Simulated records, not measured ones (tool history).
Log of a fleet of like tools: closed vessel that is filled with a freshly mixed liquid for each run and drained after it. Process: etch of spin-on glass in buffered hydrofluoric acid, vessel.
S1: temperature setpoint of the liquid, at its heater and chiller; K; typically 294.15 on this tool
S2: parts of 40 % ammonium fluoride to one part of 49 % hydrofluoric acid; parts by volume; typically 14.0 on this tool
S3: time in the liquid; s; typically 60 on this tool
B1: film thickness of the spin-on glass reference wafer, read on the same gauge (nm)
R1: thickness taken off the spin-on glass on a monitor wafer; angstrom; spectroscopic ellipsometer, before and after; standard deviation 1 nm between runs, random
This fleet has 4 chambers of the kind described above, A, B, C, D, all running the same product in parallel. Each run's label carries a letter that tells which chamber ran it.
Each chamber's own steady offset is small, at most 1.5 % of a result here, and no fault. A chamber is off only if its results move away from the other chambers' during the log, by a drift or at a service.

| run | hour | S1 | S2 | S3 | B1 | R1 |
|---|---|---|---|---|---|---|
| 1D | 4.1 | 294.15 | 14.0 | 60 | 149.99 | 1027.00 |
| 2B | 6.8 | 294.15 | 14.0 | 60 | 150.02 | 1039.40 |
| 3A | 9.5 | 294.15 | 14.0 | 60 | 149.97 | 1017.80 |
| 4C | 12.8 | 294.15 | 14.0 | 60 | 149.98 | 1037.80 |
| 5C | 16.4 | 294.15 | 14.0 | 60 | 149.98 | 1059.00 |
| 6D | 21.2 | 294.15 | 14.0 | 60 | 150.00 | 1036.50 |
| 7A | 23.3 | 294.15 | 10.0 | 60 | 149.97 | 1404.10 |
| 8B | 25.9 | 294.15 | 10.0 | 60 | 150.01 | 1427.20 |
| 9C | 30.5 | 294.15 | 10.0 | 60 | 150.02 | 1455.10 |
| 10A | 34.5 | 294.15 | 10.0 | 60 | 150.00 | 1400.40 |
| 11B | 37.0 | 294.15 | 14.0 | 60 | 149.97 | 1016.80 |
| 12D | 41.9 | 294.15 | 14.0 | 60 | 149.98 | 1022.40 |
| 13D | 45.5 | 294.15 | 14.0 | 60 | 150.01 | 1029.00 |
| 14B | 50.4 | 294.15 | 9.5 | 90 | 150.01 | 2203.00 |
| 15C | 55.0 | 294.15 | 9.5 | 90 | 149.99 | 2272.10 |
| 16A | 59.3 | 294.15 | 9.5 | 90 | 150.01 | 2173.00 |
| 17D | 64.2 | 294.15 | 9.5 | 90 | 149.97 | 2246.30 |
| 18A | 67.8 | 294.15 | 14.0 | 60 | 150.01 | 1020.90 |
| 19B | 71.5 | 296.65 | 9.5 | 60 | 149.98 | 1683.80 |
| 20C | 74.4 | 296.65 | 9.5 | 60 | 150.01 | 1706.10 |
| 21A | 76.6 | 296.65 | 9.5 | 60 | 150.00 | 1713.20 |
| 22C | 79.0 | 296.65 | 9.5 | 60 | 150.01 | 1750.80 |
| 23D | 82.9 | 294.15 | 14.0 | 60 | 150.03 | 1055.20 |
| 24B | 87.1 | 294.15 | 14.0 | 60 | 150.00 | 1026.10 |
| 25A | 91.4 | 294.15 | 14.0 | 60 | 149.97 | 1015.80 |
| 26D | 95.9 | 290.65 | 14.0 | 60 | 150.01 | 879.65 |
| 27B | 98.4 | 290.65 | 14.0 | 60 | 150.00 | 838.36 |
| 28C | 102.2 | 290.65 | 14.0 | 60 | 150.05 | 862.58 |
| 29B | 104.9 | 290.65 | 14.0 | 60 | 150.02 | 821.85 |
| 30A | 107.7 | 294.15 | 14.0 | 60 | 150.00 | 1016.90 |
| 31C | 111.9 | 294.15 | 14.0 | 60 | 150.01 | 1042.80 |
| 32D | 114.1 | 294.15 | 14.0 | 60 | 150.01 | 1103.20 |
| 33B | 118.3 | 294.15 | 14.0 | 60 | 150.03 | 1055.50 |
| 34D | 122.1 | 294.15 | 14.0 | 60 | 149.97 | 1106.60 |
| 35C | 127.0 | 294.15 | 14.0 | 60 | 149.96 | 1045.50 |
| 36A | 129.4 | 294.15 | 14.0 | 60 | 149.98 | 1031.40 |
| 37D | 132.4 | 294.15 | 14.0 | 60 | 150.05 | 1086.70 |
| 38C | 134.7 | 294.15 | 14.0 | 60 | 150.02 | 1043.20 |
| 39A | 137.8 | 294.15 | 14.0 | 60 | 150.02 | 1026.40 |
| 40B | 141.1 | 294.15 | 14.0 | 60 | 150.00 | 1029.90 |

Each of the 4 chambers runs these same settings next. Fill in every chamber's results:
| 41A | 144.7 | 294.15 | 14.0 | 60 |  | ? |
| 41B | 144.7 | 294.15 | 14.0 | 60 |  | ? |
| 41C | 144.7 | 294.15 | 14.0 | 60 |  | ? |
| 41D | 144.7 | 294.15 | 14.0 | 60 |  | ? |

| run | R1 |
|---|---|
| 41A | 1019.20 |
| 41B | 1020.20 |
| 41C | 1035.40 |
| 41D | 1117.50 |
